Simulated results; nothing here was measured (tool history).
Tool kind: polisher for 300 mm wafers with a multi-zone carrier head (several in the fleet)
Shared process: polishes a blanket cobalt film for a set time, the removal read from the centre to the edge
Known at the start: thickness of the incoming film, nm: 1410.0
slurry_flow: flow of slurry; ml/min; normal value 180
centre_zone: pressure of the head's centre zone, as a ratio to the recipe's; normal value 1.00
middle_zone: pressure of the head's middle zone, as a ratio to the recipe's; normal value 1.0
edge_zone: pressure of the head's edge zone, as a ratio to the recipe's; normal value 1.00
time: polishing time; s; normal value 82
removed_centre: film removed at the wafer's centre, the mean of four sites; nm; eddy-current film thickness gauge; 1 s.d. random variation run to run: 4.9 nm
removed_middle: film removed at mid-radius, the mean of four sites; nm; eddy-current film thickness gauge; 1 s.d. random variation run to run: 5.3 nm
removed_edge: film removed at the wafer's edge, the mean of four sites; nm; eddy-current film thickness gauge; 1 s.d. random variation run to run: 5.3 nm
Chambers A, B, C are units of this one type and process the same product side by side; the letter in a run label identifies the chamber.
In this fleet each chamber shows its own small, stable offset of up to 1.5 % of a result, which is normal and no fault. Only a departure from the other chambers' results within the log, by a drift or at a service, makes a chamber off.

{"hour": 2.8, "done": "chamber C: worn pad replaced by a new one"}
{"run": "1A", "hour": 6.4, "slurry_flow": 180, "centre_zone": 1.0, "middle_zone": 1.0, "edge_zone": 1.0, "time": 82, "removed_centre": 383.41, "removed_middle": 387.41, "removed_edge": 385.01}
{"run": "2B", "hour": 11.6, "slurry_flow": 180, "centre_zone": 1.0, "middle_zone": 1.0, "edge_zone": 1.0, "time": 82, "removed_centre": 395.02, "removed_middle": 385.49, "removed_edge": 390.49}
{"hour": 11.7, "done": "chamber B: worn pad replaced by a new one"}
{"run": "3C", "hour": 17.0, "slurry_flow": 180, "centre_zone": 1.0, "middle_zone": 1.0, "edge_zone": 1.0, "time": 82, "removed_centre": 395.57, "removed_middle": 391.02, "removed_edge": 384.7}
{"run": "4A", "hour": 20.8, "slurry_flow": 180, "centre_zone": 1.0, "middle_zone": 1.0, "edge_zone": 1.0, "time": 82, "removed_centre": 384.8, "removed_middle": 391.46, "removed_edge": 391.71}
{"run": "5B", "hour": 27.8, "slurry_flow": 180, "centre_zone": 1.0, "middle_zone": 1.0, "edge_zone": 1.0, "time": 82, "removed_centre": 384.87, "removed_middle": 384.02, "removed_edge": 402.63}
{"run": "6C", "hour": 31.3, "slurry_flow": 180, "centre_zone": 1.0, "middle_zone": 1.0, "edge_zone": 1.0, "time": 82, "removed_centre": 390.5, "removed_middle": 385.72, "removed_edge": 401.52}
{"run": "7B", "hour": 35.9, "slurry_flow": 180, "centre_zone": 1.0, "middle_zone": 1.0, "edge_zone": 1.0, "time": 82, "removed_centre": 389.8, "removed_middle": 386.46, "removed_edge": 387.63}
{"hour": 40.5, "done": "chamber A: worn pad replaced by a new one"}
{"run": "8C", "hour": 43.3, "slurry_flow": 180, "centre_zone": 1.0, "middle_zone": 1.0, "edge_zone": 1.0, "time": 82, "removed_centre": 395.64, "removed_middle": 386.91, "removed_edge": 397.68}
{"run": "9A", "hour": 47.6, "slurry_flow": 180, "centre_zone": 1.0, "middle_zone": 1.0, "edge_zone": 1.0, "time": 82, "removed_centre": 388.9, "removed_middle": 378.04, "removed_edge": 387.57}
{"run": "10C", "hour": 53.5, "slurry_flow": 180, "centre_zone": 1.0, "middle_zone": 1.0, "edge_zone": 1.0, "time": 82, "removed_centre": 385.34, "removed_middle": 383.47, "removed_edge": 395.18}
{"run": "11B", "hour": 58.0, "slurry_flow": 180, "centre_zone": 1.0, "middle_zone": 1.0, "edge_zone": 1.0, "time": 82, "removed_centre": 400.3, "removed_middle": 388.53, "removed_edge": 394.02}
{"run": "12A", "hour": 63.5, "slurry_flow": 180, "centre_zone": 1.0, "middle_zone": 1.0, "edge_zone": 1.0, "time": 82, "removed_centre": 394.57, "removed_middle": 375.13, "removed_edge": 391.7}
{"run": "13B", "hour": 70.0, "slurry_flow": 180, "centre_zone": 1.0, "middle_zone": 1.0, "edge_zone": 1.0, "time": 82, "removed_centre": 393.19, "removed_middle": 388.9, "removed_edge": 384.02}
{"hour": 77.6, "done": "chamber B: worn pad replaced by a new one"}
{"run": "14A", "hour": 77.9, "slurry_flow": 180, "centre_zone": 1.0, "middle_zone": 1.0, "edge_zone": 1.0, "time": 82, "removed_centre": 387.4, "removed_middle": 373.15, "removed_edge": 385.36}
{"run": "15C", "hour": 85.3, "slurry_flow": 180, "centre_zone": 1.0, "middle_zone": 1.0, "edge_zone": 1.0, "time": 82, "removed_centre": 383.28, "removed_middle": 394.93, "removed_edge": 383.3}
{"hour": 88.2, "done": "chamber C: worn pad replaced by a new one"}
{"run": "16B", "hour": 90.3, "slurry_flow": 180, "centre_zone": 1.0, "middle_zone": 1.0, "edge_zone": 1.0, "time": 82, "removed_centre": 393.43, "removed_middle": 386.3, "removed_edge": 394.86}
{"hour": 93.5, "done": "chamber A: worn pad replaced by a new one"}
{"run": "17A", "hour": 95.0, "slurry_flow": 180, "centre_zone": 1.0, "middle_zone": 1.0, "edge_zone": 1.0, "time": 82, "removed_centre": 380.06, "removed_middle": 382.76, "removed_edge": 392.19}
{"run": "18C", "hour": 102.1, "slurry_flow": 180, "centre_zone": 1.0, "middle_zone": 1.0, "edge_zone": 1.0, "time": 82, "removed_centre": 392.14, "removed_middle": 377.66, "removed_edge": 387.22}
{"run": "19C", "hour": 108.6, "slurry_flow": 180, "centre_zone": 1.0, "middle_zone": 1.0, "edge_zone": 1.0, "time": 82, "removed_centre": 386.49, "removed_middle": 389.59, "removed_edge": 385.48}
{"hour": 109.9, "done": "chamber A: slurry nozzle cleaned"}
{"run": "20B", "hour": 113.5, "slurry_flow": 230, "centre_zone": 1.0, "middle_zone": 1.1, "edge_zone": 1.0, "time": 82, "removed_centre": 405.34, "removed_middle": 434.14, "removed_edge": 399.05}
{"run": "21A", "hour": 120.4, "slurry_flow": 230, "centre_zone": 1.0, "middle_zone": 1.1, "edge_zone": 1.0, "time": 82, "removed_centre": 408.0, "removed_middle": 444.59, "removed_edge": 397.5}
{"run": "22C", "hour": 127.2, "slurry_flow": 230, "centre_zone": 1.0, "middle_zone": 1.1, "edge_zone": 1.0, "time": 82, "removed_centre": 402.44, "removed_middle": 431.73, "removed_edge": 405.81}
{"hour": 130.6, "done": "chamber B: centre zone pressure recalibrated"}
{"run": "23B", "hour": 130.8, "slurry_flow": 180, "centre_zone": 0.88, "middle_zone": 1.0, "edge_zone": 1.0, "time": 82, "removed_centre": 340.69, "removed_middle": 394.36, "removed_edge": 391.94}
{"run": "24A", "hour": 135.1, "slurry_flow": 180, "centre_zone": 0.88, "middle_zone": 1.0, "edge_zone": 1.0, "time": 82, "removed_centre": 344.55, "removed_middle": 383.51, "removed_edge": 391.15}
{"hour": 137.4, "done": "chamber A: worn pad replaced by a new one"}
{"hour": 140.2, "done": "chamber C: centre zone pressure recalibrated"}
{"run": "25A", "hour": 140.4, "slurry_flow": 180, "centre_zone": 0.88, "middle_zone": 1.0, "edge_zone": 1.0, "time": 82, "removed_centre": 342.33, "removed_middle": 389.45, "removed_edge": 395.69}
{"hour": 146.9, "done": "chamber A: centre zone pressure recalibrated"}
{"run": "26C", "hour": 147.2, "slurry_flow": 180, "centre_zone": 1.0, "middle_zone": 1.0, "edge_zone": 1.0, "time": 82, "removed_centre": 385.31, "removed_middle": 383.71, "removed_edge": 395.64}
{"hour": 147.7, "done": "chamber B: worn pad replaced by a new one"}
{"run": "27B", "hour": 152.4, "slurry_flow": 180, "centre_zone": 1.09, "middle_zone": 1.0, "edge_zone": 1.07, "time": 82, "removed_centre": 435.92, "removed_middle": 382.93, "removed_edge": 406.97}
{"run": "28A", "hour": 155.9, "slurry_flow": 180, "centre_zone": 1.09, "middle_zone": 1.0, "edge_zone": 1.07, "time": 82, "removed_centre": 398.27, "removed_middle": 393.46, "removed_edge": 403.39}
{"hour": 160.0, "done": "chamber C: edge zone pressure recalibrated"}
{"run": "29C", "hour": 163.1, "slurry_flow": 180, "centre_zone": 1.09, "middle_zone": 1.0, "edge_zone": 1.07, "time": 82, "removed_centre": 431.33, "removed_middle": 385.82, "removed_edge": 408.82}
{"run": "30B", "hour": 169.0, "slurry_flow": 180, "centre_zone": 1.0, "middle_zone": 1.0, "edge_zone": 1.0, "time": 82, "removed_centre": 395.33, "removed_middle": 387.08, "removed_edge": 391.0}
{"run": "31B", "hour": 172.6, "slurry_flow": 180, "centre_zone": 1.0, "middle_zone": 1.0, "edge_zone": 1.0, "time": 82, "removed_centre": 389.13, "removed_middle": 392.07, "removed_edge": 386.58}
{"run": "32A", "hour": 176.2, "slurry_flow": 180, "centre_zone": 1.0, "middle_zone": 1.0, "edge_zone": 1.0, "time": 82, "removed_centre": 357.74, "removed_middle": 388.52, "removed_edge": 388.11}
{"hour": 177.2, "done": "chamber C: worn pad replaced by a new one"}
{"hour": 179.4, "done": "chamber A: edge zone pressure recalibrated"}
{"run": "33C", "hour": 182.0, "slurry_flow": 180, "centre_zone": 1.0, "middle_zone": 1.0, "edge_zone": 1.0, "time": 82, "removed_centre": 389.01, "removed_middle": 392.67, "removed_edge": 397.27}
{"run": "34B", "hour": 187.0, "slurry_flow": 180, "centre_zone": 1.0, "middle_zone": 1.0, "edge_zone": 1.0, "time": 82, "removed_centre": 393.56, "removed_middle": 398.82, "removed_edge": 390.0}
{"hour": 187.1, "done": "chamber A: worn pad replaced by a new one"}
{"run": "35C", "hour": 192.3, "slurry_flow": 180, "centre_zone": 1.0, "middle_zone": 1.0, "edge_zone": 1.0, "time": 82, "removed_centre": 393.12, "removed_middle": 389.06, "removed_edge": 390.42}
{"run": "36A", "hour": 197.7, "slurry_flow": 180, "centre_zone": 1.0, "middle_zone": 1.0, "edge_zone": 0.96, "time": 82, "removed_centre": 365.52, "removed_middle": 376.89, "removed_edge": 383.07}
{"run": "37C", "hour": 202.6, "slurry_flow": 180, "centre_zone": 1.0, "middle_zone": 1.0, "edge_zone": 0.96, "time": 82, "removed_centre": 400.34, "removed_middle": 388.83, "removed_edge": 389.03}
{"run": "38B", "hour": 207.6, "slurry_flow": 180, "centre_zone": 1.0, "middle_zone": 1.0, "edge_zone": 0.96, "time": 82, "removed_centre": 390.69, "removed_middle": 390.18, "removed_edge": 381.54}
{"run": "39A", "hour": 211.3, "slurry_flow": 180, "centre_zone": 1.0, "middle_zone": 1.0, "edge_zone": 1.0, "time": 82, "removed_centre": 363.3, "removed_middle": 395.7, "removed_edge": 390.87}
{"run": "40C", "hour": 217.5, "slurry_flow": 180, "centre_zone": 1.0, "middle_zone": 1.0, "edge_zone": 1.0, "time": 82, "removed_centre": 389.19, "removed_middle": 384.95, "removed_edge": 389.47}
{"run": "41A", "hour": 224.2, "slurry_flow": 180, "centre_zone": 1.0, "middle_zone": 1.0, "edge_zone": 0.92, "time": 104, "removed_centre": 457.93, "removed_middle": 482.59, "removed_edge": 479.62}
{"run": "42B", "hour": 228.5, "slurry_flow": 180, "centre_zone": 1.0, "middle_zone": 1.0, "edge_zone": 0.92, "time": 104, "removed_centre": 491.18, "removed_middle": 486.81, "removed_edge": 471.04}

Predict what each chamber gives when all 3 of them run the settings below next.
{"run": "43A", "hour": 234.3, "slurry_flow": 220, "centre_zone": 1.0, "middle_zone": 1.0, "edge_zone": 1.0, "time": 82, "removed_centre": "?", "removed_middle": "?", "removed_edge": "?"}
{"run": "43B", "hour": 234.3, "slurry_flow": 220, "centre_zone": 1.0, "middle_zone": 1.0, "edge_zone": 1.0, "time": 82, "removed_centre": "?", "removed_middle": "?", "removed_edge": "?"}
{"run": "43C", "hour": 234.3, "slurry_flow": 220, "centre_zone": 1.0, "middle_zone": 1.0, "edge_zone": 1.0, "time": 82, "removed_centre": "?", "removed_middle": "?", "removed_edge": "?"}

run=43A removed_centre=372.18 removed_middle=389.60 removed_edge=391.13
run=43B removed_centre=404.73 removed_middle=396.73 removed_edge=406.69
run=43C removed_centre=400.17 removed_middle=397.48 removed_edge=402.48
